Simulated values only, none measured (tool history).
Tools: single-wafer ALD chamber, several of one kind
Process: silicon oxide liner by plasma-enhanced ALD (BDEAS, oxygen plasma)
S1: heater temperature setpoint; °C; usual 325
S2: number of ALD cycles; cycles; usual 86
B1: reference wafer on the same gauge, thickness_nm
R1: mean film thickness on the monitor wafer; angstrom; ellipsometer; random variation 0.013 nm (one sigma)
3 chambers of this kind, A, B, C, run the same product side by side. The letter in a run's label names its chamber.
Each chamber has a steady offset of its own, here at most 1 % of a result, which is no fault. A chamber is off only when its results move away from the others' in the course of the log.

{"run": "1C", "hour": 3.6, "S1": 325, "S2": 86, "B1": 6.7715, "R1": 77.853}
{"run": "2B", "hour": 8.2, "S1": 325, "S2": 86, "B1": 6.7718, "R1": 76.678}
{"run": "3A", "hour": 15.8, "S1": 325, "S2": 86, "B1": 6.7735, "R1": 77.608}
{"run": "4A", "hour": 21.4, "S1": 325, "S2": 86, "B1": 6.7749, "R1": 77.612}
{"run": "5C", "hour": 29.2, "S1": 325, "S2": 86, "B1": 6.7733, "R1": 77.714}
{"run": "6B", "hour": 35.3, "S1": 325, "S2": 86, "B1": 6.7774, "R1": 76.768}
{"run": "7A", "hour": 41.6, "S1": 325, "S2": 86, "B1": 6.7784, "R1": 77.759}
{"run": "8C", "hour": 45.7, "S1": 325, "S2": 86, "B1": 6.7772, "R1": 77.602}
{"run": "9B", "hour": 53.0, "S1": 325, "S2": 78, "B1": 6.7788, "R1": 69.54}
{"run": "10A", "hour": 57.5, "S1": 325, "S2": 78, "B1": 6.7766, "R1": 70.609}
{"run": "11B", "hour": 63.7, "S1": 325, "S2": 78, "B1": 6.78, "R1": 69.435}
{"run": "12C", "hour": 68.9, "S1": 325, "S2": 86, "B1": 6.7807, "R1": 77.777}
{"run": "13B", "hour": 75.5, "S1": 325, "S2": 86, "B1": 6.7847, "R1": 76.641}
{"run": "14C", "hour": 82.0, "S1": 325, "S2": 86, "B1": 6.783, "R1": 77.731}
{"run": "15A", "hour": 88.4, "S1": 325, "S2": 86, "B1": 6.7872, "R1": 77.875}
{"run": "16C", "hour": 94.1, "S1": 325, "S2": 86, "B1": 6.7882, "R1": 77.841}
{"run": "17B", "hour": 100.4, "S1": 325, "S2": 86, "B1": 6.7884, "R1": 76.735}
{"run": "18A", "hour": 105.0, "S1": 325, "S2": 86, "B1": 6.7888, "R1": 77.948}
{"run": "19C", "hour": 109.9, "S1": 325, "S2": 86, "B1": 6.7891, "R1": 77.999}
{"run": "20A", "hour": 113.6, "S1": 314, "S2": 98, "B1": 6.7888, "R1": 90.171}
{"run": "21B", "hour": 121.5, "S1": 314, "S2": 98, "B1": 6.7948, "R1": 89.063}
{"run": "22A", "hour": 127.5, "S1": 314, "S2": 98, "B1": 6.7936, "R1": 90.238}
{"run": "23C", "hour": 132.7, "S1": 325, "S2": 86, "B1": 6.7903, "R1": 77.788}
{"run": "24B", "hour": 136.2, "S1": 325, "S2": 86, "B1": 6.7971, "R1": 76.79}
{"run": "25A", "hour": 143.8, "S1": 325, "S2": 86, "B1": 6.7958, "R1": 78.037}
{"run": "26B", "hour": 148.6, "S1": 325, "S2": 86, "B1": 6.7975, "R1": 76.733}
{"run": "27C", "hour": 154.3, "S1": 325, "S2": 86, "B1": 6.8021, "R1": 78.314}
{"run": "28B", "hour": 160.3, "S1": 325, "S2": 86, "B1": 6.799, "R1": 76.737}
{"run": "29C", "hour": 165.4, "S1": 325, "S2": 86, "B1": 6.8022, "R1": 78.014}
{"run": "30A", "hour": 169.4, "S1": 325, "S2": 86, "B1": 6.801, "R1": 78.152}
{"run": "31A", "hour": 175.3, "S1": 325, "S2": 86, "B1": 6.804, "R1": 77.908}
{"run": "32B", "hour": 179.4, "S1": 337, "S2": 86, "B1": 6.8023, "R1": 75.658}
{"run": "33C", "hour": 187.2, "S1": 337, "S2": 86, "B1": 6.8023, "R1": 76.7}
{"run": "34B", "hour": 194.0, "S1": 337, "S2": 86, "B1": 6.8036, "R1": 75.584}
{"run": "35C", "hour": 201.0, "S1": 325, "S2": 86, "B1": 6.806, "R1": 78.253}
{"run": "36A", "hour": 207.0, "S1": 325, "S2": 94, "B1": 6.8086, "R1": 85.356}
{"hour": 208.7, "done": "chamber C: thermocouple changed; heater temperature recalibrated"}
{"run": "37C", "hour": 213.8, "S1": 325, "S2": 94, "B1": 6.8099, "R1": 85.452}
{"run": "38A", "hour": 217.8, "S1": 325, "S2": 94, "B1": 6.8086, "R1": 85.194}
{"run": "39B", "hour": 223.4, "S1": 325, "S2": 86, "B1": 6.8091, "R1": 76.967}
{"run": "40A", "hour": 228.6, "S1": 325, "S2": 86, "B1": 6.8142, "R1": 78.102}
{"run": "41B", "hour": 233.2, "S1": 325, "S2": 86, "B1": 6.8126, "R1": 76.983}
{"run": "42C", "hour": 241.0, "S1": 325, "S2": 86, "B1": 6.8151, "R1": 78.363}
{"run": "43C", "hour": 244.6, "S1": 319, "S2": 79, "B1": 6.813, "R1": 72.714}
{"run": "44B", "hour": 252.0, "S1": 319, "S2": 79, "B1": 6.8167, "R1": 71.615}

What goes on in this fleet: one chamber off, a drifting gauge, or nothing beyond the chambers' own small offsets? Name the chamber and the cause, if any.

The gauge drifts, so all chambers seem to drift together. No chamber is off.
Cause: gauge reads high (%) = 0.694.

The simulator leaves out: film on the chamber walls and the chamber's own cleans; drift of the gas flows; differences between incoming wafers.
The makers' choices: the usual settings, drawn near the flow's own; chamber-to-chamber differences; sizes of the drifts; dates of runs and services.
